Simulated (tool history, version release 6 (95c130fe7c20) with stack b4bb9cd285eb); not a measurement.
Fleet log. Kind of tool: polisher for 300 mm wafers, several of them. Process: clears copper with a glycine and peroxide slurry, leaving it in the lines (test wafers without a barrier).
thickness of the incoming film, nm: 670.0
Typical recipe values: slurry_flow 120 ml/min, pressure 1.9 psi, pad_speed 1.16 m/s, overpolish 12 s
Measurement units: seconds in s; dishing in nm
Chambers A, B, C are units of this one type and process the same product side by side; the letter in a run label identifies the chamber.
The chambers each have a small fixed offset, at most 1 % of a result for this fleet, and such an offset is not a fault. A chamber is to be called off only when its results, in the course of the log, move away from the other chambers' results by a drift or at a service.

run 1C day=0.162 | slurry_flow=120 pressure=1.9 pad_speed=1.16 overpolish=12 | seconds=182.27 dishing=29.819
run 2B day=0.421 | slurry_flow=120 pressure=1.9 pad_speed=1.16 overpolish=12 | seconds=180.21 dishing=29.914
run 3A day=0.633 | slurry_flow=120 pressure=1.9 pad_speed=1.16 overpolish=12 | seconds=177.53 dishing=29.579
run 4B day=0.833 | slurry_flow=120 pressure=1.9 pad_speed=1.16 overpolish=12 | seconds=174.29 dishing=30.750
run 5A day=1.058 | slurry_flow=120 pressure=1.9 pad_speed=1.16 overpolish=12 | seconds=184.06 dishing=30.600
run 6C day=1.325 | slurry_flow=90 pressure=1.9 pad_speed=1.16 overpolish=10 | seconds=192.37 dishing=24.292
-- day=1.446 chamber C: slurry nozzle cleaned
run 7B day=1.533 | slurry_flow=90 pressure=1.9 pad_speed=1.16 overpolish=10 | seconds=186.70 dishing=24.347
run 8A day=1.650 | slurry_flow=90 pressure=1.9 pad_speed=1.16 overpolish=10 | seconds=196.71 dishing=24.141
run 9C day=1.767 | slurry_flow=120 pressure=1.9 pad_speed=1.16 overpolish=12 | seconds=176.63 dishing=29.641
run 10C day=1.988 | slurry_flow=120 pressure=1.9 pad_speed=1.16 overpolish=12 | seconds=179.35 dishing=30.037
run 11A day=2.233 | slurry_flow=120 pressure=1.9 pad_speed=1.16 overpolish=12 | seconds=188.88 dishing=28.517
run 12B day=2.446 | slurry_flow=120 pressure=1.9 pad_speed=1.16 overpolish=12 | seconds=177.43 dishing=30.591
run 13A day=2.688 | slurry_flow=120 pressure=1.9 pad_speed=1.16 overpolish=12 | seconds=189.44 dishing=29.708
run 14B day=2.871 | slurry_flow=120 pressure=1.9 pad_speed=1.16 overpolish=12 | seconds=179.00 dishing=29.579
run 15C day=3.058 | slurry_flow=120 pressure=1.9 pad_speed=1.16 overpolish=12 | seconds=182.35 dishing=29.923
run 16B day=3.267 | slurry_flow=120 pressure=1.9 pad_speed=1.16 overpolish=12 | seconds=183.20 dishing=31.482
-- day=3.442 chamber C: worn pad replaced by a new one
run 17C day=3.462 | slurry_flow=120 pressure=1.9 pad_speed=1.16 overpolish=12 | seconds=180.97 dishing=31.110
-- day=3.675 chamber B: worn pad replaced by a new one
run 18A day=3.708 | slurry_flow=120 pressure=1.9 pad_speed=1.16 overpolish=12 | seconds=190.44 dishing=29.305
run 19A day=3.862 | slurry_flow=120 pressure=1.9 pad_speed=1.16 overpolish=12 | seconds=185.11 dishing=28.759
run 20C day=4.117 | slurry_flow=120 pressure=1.9 pad_speed=1.16 overpolish=12 | seconds=180.97 dishing=30.699
run 21B day=4.367 | slurry_flow=120 pressure=1.9 pad_speed=1.16 overpolish=12 | seconds=175.09 dishing=29.955
run 22B day=4.492 | slurry_flow=120 pressure=1.9 pad_speed=1.16 overpolish=12 | seconds=181.23 dishing=30.679
run 23A day=4.746 | slurry_flow=120 pressure=1.9 pad_speed=1.16 overpolish=12 | seconds=196.16 dishing=28.648
run 24C day=4.979 | slurry_flow=120 pressure=1.9 pad_speed=1.16 overpolish=12 | seconds=178.24 dishing=30.288
run 25B day=5.221 | slurry_flow=120 pressure=1.9 pad_speed=1.16 overpolish=12 | seconds=180.59 dishing=30.042
run 26A day=5.400 | slurry_flow=120 pressure=1.9 pad_speed=1.16 overpolish=12 | seconds=192.42 dishing=28.017
run 27C day=5.654 | slurry_flow=120 pressure=1.9 pad_speed=1.16 overpolish=12 | seconds=183.25 dishing=29.561

What goes on in this fleet: one chamber off, a drifting gauge, or nothing beyond the chambers' own small offsets? Name the chamber and the cause, if any.

Chamber A drifts away from the others.
Cause: slurry flow missing at the pad, % = 29.9.
The log may not separate it from: removal rate lost through wear of the pad, %; head's pressure below its setpoint, %.

Here are 4 candidates for chamber A's next run, each the usual settings with a change, their results left as question marks. Which one brings its results back in line with what the others give on the usual settings?
In line here means within this much of the mean the other chambers give on the usual settings: seconds 10.00 s; dishing 2.100 nm
run 28A-1 day=5.846 | slurry_flow=115 pressure=1.7 pad_speed=1.04 overpolish=12 | seconds=? dishing=?
run 28A-2 day=5.846 | slurry_flow=125 pressure=2.1 pad_speed=1.30 overpolish=12 | seconds=? dishing=?
run 28A-3 day=5.846 | slurry_flow=120 pressure=1.8 pad_speed=1.10 overpolish=12 | seconds=? dishing=?
run 28A-4 day=5.846 | slurry_flow=120 pressure=2.0 pad_speed=1.22 overpolish=12 | seconds=? dishing=?

Average result of the remaining chambers running the usual settings: seconds 180.67 s; dishing 30.039 nm
run=28A-1 seconds=235.74 dishing=24.105
run=28A-2 seconds=164.20 dishing=32.543
run=28A-3 seconds=213.87 dishing=26.186
run=28A-4 seconds=181.80 dishing=29.970
28A-4 is the one that brings the chamber's results back in line with the other chambers.
